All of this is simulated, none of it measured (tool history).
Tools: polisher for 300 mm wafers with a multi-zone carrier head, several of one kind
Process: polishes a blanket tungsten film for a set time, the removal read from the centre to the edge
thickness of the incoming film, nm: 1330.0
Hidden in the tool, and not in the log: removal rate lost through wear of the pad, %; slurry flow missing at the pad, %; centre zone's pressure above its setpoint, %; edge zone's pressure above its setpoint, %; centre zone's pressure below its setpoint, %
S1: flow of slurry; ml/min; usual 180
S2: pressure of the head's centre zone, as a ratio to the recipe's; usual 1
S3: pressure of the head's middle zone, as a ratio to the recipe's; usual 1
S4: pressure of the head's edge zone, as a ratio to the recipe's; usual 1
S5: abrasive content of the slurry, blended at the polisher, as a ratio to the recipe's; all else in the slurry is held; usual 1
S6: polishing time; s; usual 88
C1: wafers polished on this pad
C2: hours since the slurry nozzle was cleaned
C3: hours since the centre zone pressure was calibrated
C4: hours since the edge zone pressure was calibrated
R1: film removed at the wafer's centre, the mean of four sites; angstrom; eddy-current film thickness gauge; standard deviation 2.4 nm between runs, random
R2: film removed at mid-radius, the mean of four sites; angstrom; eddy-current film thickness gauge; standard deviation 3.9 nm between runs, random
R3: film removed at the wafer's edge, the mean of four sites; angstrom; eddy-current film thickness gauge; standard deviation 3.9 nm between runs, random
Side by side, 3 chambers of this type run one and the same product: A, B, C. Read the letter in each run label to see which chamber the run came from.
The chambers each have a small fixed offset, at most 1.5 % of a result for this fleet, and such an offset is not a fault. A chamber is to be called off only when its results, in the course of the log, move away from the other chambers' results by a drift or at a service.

run     day   S1    S2    S3  S4    S5   S6    C1     C2     C3      C4      R1      R2      R3
 1A     0.2  180     1     1   1     1   88   297    502  334.5   142.2  2927.7  2861.1  2938.4
 2B   0.592  180     1     1   1     1   88   397  553.3  549.1   657.7  2917.4  2881.6  2930.6
        0.7  -- chamber B: slurry nozzle cleaned
 3C   1.004  180     1     1   1     1   88   654  330.7  647.2  1028.3  2932.6  2924.9    2920
 4A   1.304  180     1     1   1     1   88   599  528.5    361   168.7  2956.9  2961.1  2941.3
 5C   1.562  180     1     1   1     1   88   806  344.1  660.6  1041.7  2911.5  2993.4  2893.4
      1.588  -- chamber C: worn pad replaced by a new one
 6B   1.775  180     1     1   1     1   88   721   25.8  577.5   686.1  2945.7  2899.7  2842.8
 7B   2.025  220  0.89     1   1     1   88   790   31.8  583.5   692.1  2673.9  2924.6  2977.6
      2.342  -- chamber C: edge zone pressure recalibrated
 8C   2.367  220  0.89     1   1     1   88   214  363.4  679.9     0.6  2660.8  2999.4  2952.6
      2.512  -- chamber B: worn pad replaced by a new one
 9A   2.638  220  0.89     1   1     1   88   965  560.5    393   200.7    2661  3010.7  3102.4
10B   2.912  180     1     1   1  0.75   88   110   53.1  604.8   713.4    2728  2705.6  2778.9
11A   3.292  180     1     1   1  0.75   88  1144  576.2  408.7   216.4  2700.7  2733.1  2754.5
12C     3.5  180     1     1   1  0.75   88   524  390.6  707.1    27.8  2723.9  2784.8  2749.7
      3.821  -- chamber A: worn pad replaced by a new one
13A   3.842  180     1     1   1     1   88     6  589.4  421.9   229.6    2962  2872.6  2951.8
14B   4.129  180     1     1   1     1   88   443   82.3    634   742.6  2971.5  2928.5    2897
15C   4.312  180     1     1   1     1   88   746  410.1  726.6    47.3  2900.8  2965.1  2947.6
      4.358  -- chamber C: worn pad replaced by a new one
16B   4.529  180     1     1   1     1   88   553   91.9  643.6   752.2  2933.9  2888.5    2878
17A   4.779  180     1     1   1     1   88   262  611.9  444.4   252.1  2949.1  2968.3  2885.2
18C   5.183  180     1     1   1     1   88   226    431  747.5    68.2  2947.9  2916.7  2925.8
19B   5.575  180     1     1   1     1   88   839    117  668.7   777.3  2905.7  2900.2  2896.4
20A   5.854  180     1     1   1     1   88   557  637.7  470.2   277.9    2924  2956.9  2921.5
21C   6.033  180     1     1   1     1   88   459  451.4  767.9    88.6  2964.7  2917.6  2895.7
22B   6.454  180     1     1   1     1   88  1080  138.1  689.8   798.4  2929.8  2850.7  2899.1
      6.688  -- chamber B: worn pad replaced by a new one
23A    6.85  180     1     1   1     1   88   829  661.6  494.1   301.8  2957.4  2998.9  2895.5
      7.038  -- chamber C: centre zone pressure recalibrated
      7.042  -- chamber C: worn pad replaced by a new one
24C   7.183  180     1     1   1     1   88    39    479    3.6   116.2  2772.9  2924.5  2835.8
25B   7.438  180     1     1   1     1   88   206  161.7  713.4     822  2937.3  2883.5  2905.3
26C   7.808  180     1     1   1   0.8  107   210    494   18.6   131.2  3139.9  3423.6    3360
27A   7.992  180     1     1   1   0.8  107  1142    689  521.5   329.2  3415.1    3288  3340.6
28B   8.338  180     1     1   1   0.8  107   452  183.3    735   843.6  3410.2  3405.4  3330.7
      8.438  -- chamber A: worn pad replaced by a new one
29A     8.7  180     1     1   1     1   88    72    706  538.5   346.2    2955  2950.9  3020.7
30C   9.121  180     1     1   1     1   88   570  525.5   50.1   162.7  2775.4  2978.6  2830.6
      9.188  -- chamber A: slurry nozzle cleaned
31C   9.504  180     1     1   1     1   88   675  534.7   59.3   171.9  2718.6  2885.4  2949.3
      9.717  -- chamber C: worn pad replaced by a new one
32A   9.758  180     1     1   1     1   88   361   13.8  563.9   371.6  2935.1  2974.8  2931.1
33B  10.158  180     1     1   1     1   88   951    227  778.7   887.3  2901.4  2937.7  2955.5
     10.454  -- chamber B: worn pad replaced by a new one
34A  10.454  180     1     1   1     1   88   552   30.5  580.6   388.3  2933.4  2936.2  2954.7
35C  10.788  180     1     1   1     1   88   293  565.5   90.1   202.7  2775.2    2984  2866.5
36B  11.008  180     1  0.91   1     1   88   151  247.4  799.1   907.7  2972.7  2688.2  2904.8
37C  11.392  180     1  0.91   1     1   88   459    580  104.6   217.2  2748.5  2743.7  2870.7
38A    11.8  180     1  0.91   1     1   88   921   62.8  612.9   420.6  2924.2  2706.6  2993.3
39B    12.2  210   1.1     1   1     1   88   478    276  827.7   936.3    3296  2998.9  2960.2

One chamber off, gauge drift, or nothing amiss beyond the chambers' own small offsets? If it is a chamber, which one, and what is the likeliest cause?

Chamber C has stood off from the others ever since a service on it.
Likeliest cause: centre zone's pressure below its setpoint, % = 5.91.

Below are 4 candidate recipes for chamber C's next run, each the usual settings with a change, their results shown as question marks. Which of them brings C's results back in line with what the other chambers give on the usual settings?
Counts as in line when no further than this from what the other chambers average on the usual settings: R1 85 angstrom; R2 130 angstrom; R3 140 angstrom
40C-1  12.5  180  1.01  0.99     1   1  88                   ?   ?   ?
40C-2  12.5  180  0.99  1.01     1   1  88                   ?   ?   ?
40C-3  12.5  185  1.05  0.97  0.99   1  89                   ?   ?   ?
40C-4  12.5  175  0.95  1.03  1.01   1  87                   ?   ?   ?

The other chambers' mean on the usual settings: R1 2933.4 angstrom; R2 2905.9 angstrom; R3 2925.1 angstrom
  run      R1      R2      R3
40C-1  2748.9  2879.5  2914.6
40C-2  2689.6  2932.3  2913.8
40C-3  2915.1  2871.3  2942.9
40C-4  2527.9  2937.7  2884.8
The right change is 40C-3: it brings the chamber back within the allowed miss of the others.
